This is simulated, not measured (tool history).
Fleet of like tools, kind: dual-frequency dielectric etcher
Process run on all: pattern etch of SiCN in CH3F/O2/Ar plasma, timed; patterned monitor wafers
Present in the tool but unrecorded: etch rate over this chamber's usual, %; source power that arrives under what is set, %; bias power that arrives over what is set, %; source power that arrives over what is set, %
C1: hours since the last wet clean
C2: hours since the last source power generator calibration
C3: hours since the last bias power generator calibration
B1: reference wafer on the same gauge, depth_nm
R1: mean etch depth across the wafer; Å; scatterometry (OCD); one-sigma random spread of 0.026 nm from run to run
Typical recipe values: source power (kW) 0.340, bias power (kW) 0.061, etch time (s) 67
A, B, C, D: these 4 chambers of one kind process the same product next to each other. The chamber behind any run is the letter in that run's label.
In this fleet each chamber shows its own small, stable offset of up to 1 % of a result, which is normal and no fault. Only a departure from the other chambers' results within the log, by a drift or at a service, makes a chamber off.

Run 1B, hour 11.4: usual settings; C1 544.8; C2 2536.3; C3 65.0; B1 22.706. Result: R1 223.32 Å.
Run 2D, hour 21.9: usual settings; C1 357.8; C2 377.1; C3 726.0; B1 22.707. Result: R1 224.26 Å.
Run 3C, hour 31.9: usual settings; C1 81.9; C2 139.7; C3 3649.7; B1 22.715. Result: R1 225.99 Å.
Run 4A, hour 41.5: usual settings; C1 355.0; C2 2029.2; C3 4374.1; B1 22.716. Result: R1 224.07 Å.
Run 5D, hour 50.8: usual settings; C1 386.7; C2 406.0; C3 754.9; B1 22.722. Result: R1 224.02 Å.
At hour 57.0: chamber B: wet clean of the chamber.
Run 6B, hour 60.8: usual settings but etch time (s) 83; C1 3.9; C2 2585.7; C3 114.4; B1 22.730. Result: R1 275.76 Å.
Run 7A, hour 67.5: usual settings but etch time (s) 83; C1 381.0; C2 2055.2; C3 4400.1; B1 22.726. Result: R1 277.11 Å.
Run 8C, hour 78.2: usual settings but etch time (s) 83; C1 128.2; C2 186.0; C3 3696.0; B1 22.734. Result: R1 279.40 Å.
Run 9B, hour 89.4: usual settings but etch time (s) 83; C1 32.5; C2 2614.3; C3 143.0; B1 22.737. Result: R1 277.33 Å.
Run 10D, hour 97.8: usual settings; C1 433.7; C2 453.0; C3 801.9; B1 22.747. Result: R1 224.07 Å.
Run 11C, hour 106.4: usual settings but source power (kW) 0.290, etch time (s) 79; C1 156.4; C2 214.2; C3 3724.2; B1 22.746. Result: R1 250.64 Å.
Run 12A, hour 117.9: usual settings but source power (kW) 0.290, etch time (s) 79; C1 431.4; C2 2105.6; C3 4450.5; B1 22.749. Result: R1 248.80 Å.
At hour 125.7: chamber A: wet clean of the chamber.
Run 13D, hour 126.7: usual settings but source power (kW) 0.290, etch time (s) 79; C1 462.6; C2 481.9; C3 830.8; B1 22.760. Result: R1 249.20 Å.
At hour 136.3: chamber C: bias power generator calibrated.
Run 14B, hour 137.3: usual settings but source power (kW) 0.290, etch time (s) 79; C1 80.4; C2 2662.2; C3 190.9; B1 22.758. Result: R1 248.85 Å.
At hour 138.4: chamber A: bias power generator calibrated.
Run 15C, hour 145.1: usual settings; C1 195.1; C2 252.9; C3 8.9; B1 22.764. Result: R1 226.17 Å.
Run 16A, hour 157.3: usual settings; C1 31.7; C2 2145.0; C3 18.9; B1 22.775. Result: R1 223.99 Å.
Run 17B, hour 165.0: usual settings; C1 108.1; C2 2689.9; C3 218.6; B1 22.777. Result: R1 223.88 Å.
Run 18D, hour 171.6: usual settings; C1 507.5; C2 526.8; C3 875.7; B1 22.780. Result: R1 224.84 Å.
Run 19A, hour 179.8: usual settings; C1 54.2; C2 2167.5; C3 41.4; B1 22.777. Result: R1 224.44 Å.
Run 20C, hour 187.9: usual settings; C1 237.9; C2 295.7; C3 51.7; B1 22.789. Result: R1 226.02 Å.
Run 21B, hour 195.2: usual settings; C1 138.3; C2 2720.1; C3 248.8; B1 22.794. Result: R1 224.03 Å.
Run 22C, hour 202.1: usual settings; C1 252.1; C2 309.9; C3 65.9; B1 22.794. Result: R1 226.60 Å.
Run 23D, hour 210.4: usual settings; C1 546.3; C2 565.6; C3 914.5; B1 22.796. Result: R1 225.17 Å.
Run 24A, hour 219.3: usual settings; C1 93.7; C2 2207.0; C3 80.9; B1 22.797. Result: R1 224.27 Å.
Run 25B, hour 228.2: usual settings; C1 171.3; C2 2753.1; C3 281.8; B1 22.802. Result: R1 224.08 Å.
Run 26C, hour 235.0: usual settings; C1 285.0; C2 342.8; C3 98.8; B1 22.806. Result: R1 226.58 Å.

Each of the 4 chambers runs these same settings next. Fill in every chamber's results:
Run 27A, hour 243.9: usual settings. Result: R1 ?.
Run 27B, hour 243.9: usual settings. Result: R1 ?.
Run 27C, hour 243.9: usual settings. Result: R1 ?.
Run 27D, hour 243.9: usual settings. Result: R1 ?.

run      R1
27A  224.49
27B  224.13
27C  226.36
27D  225.37

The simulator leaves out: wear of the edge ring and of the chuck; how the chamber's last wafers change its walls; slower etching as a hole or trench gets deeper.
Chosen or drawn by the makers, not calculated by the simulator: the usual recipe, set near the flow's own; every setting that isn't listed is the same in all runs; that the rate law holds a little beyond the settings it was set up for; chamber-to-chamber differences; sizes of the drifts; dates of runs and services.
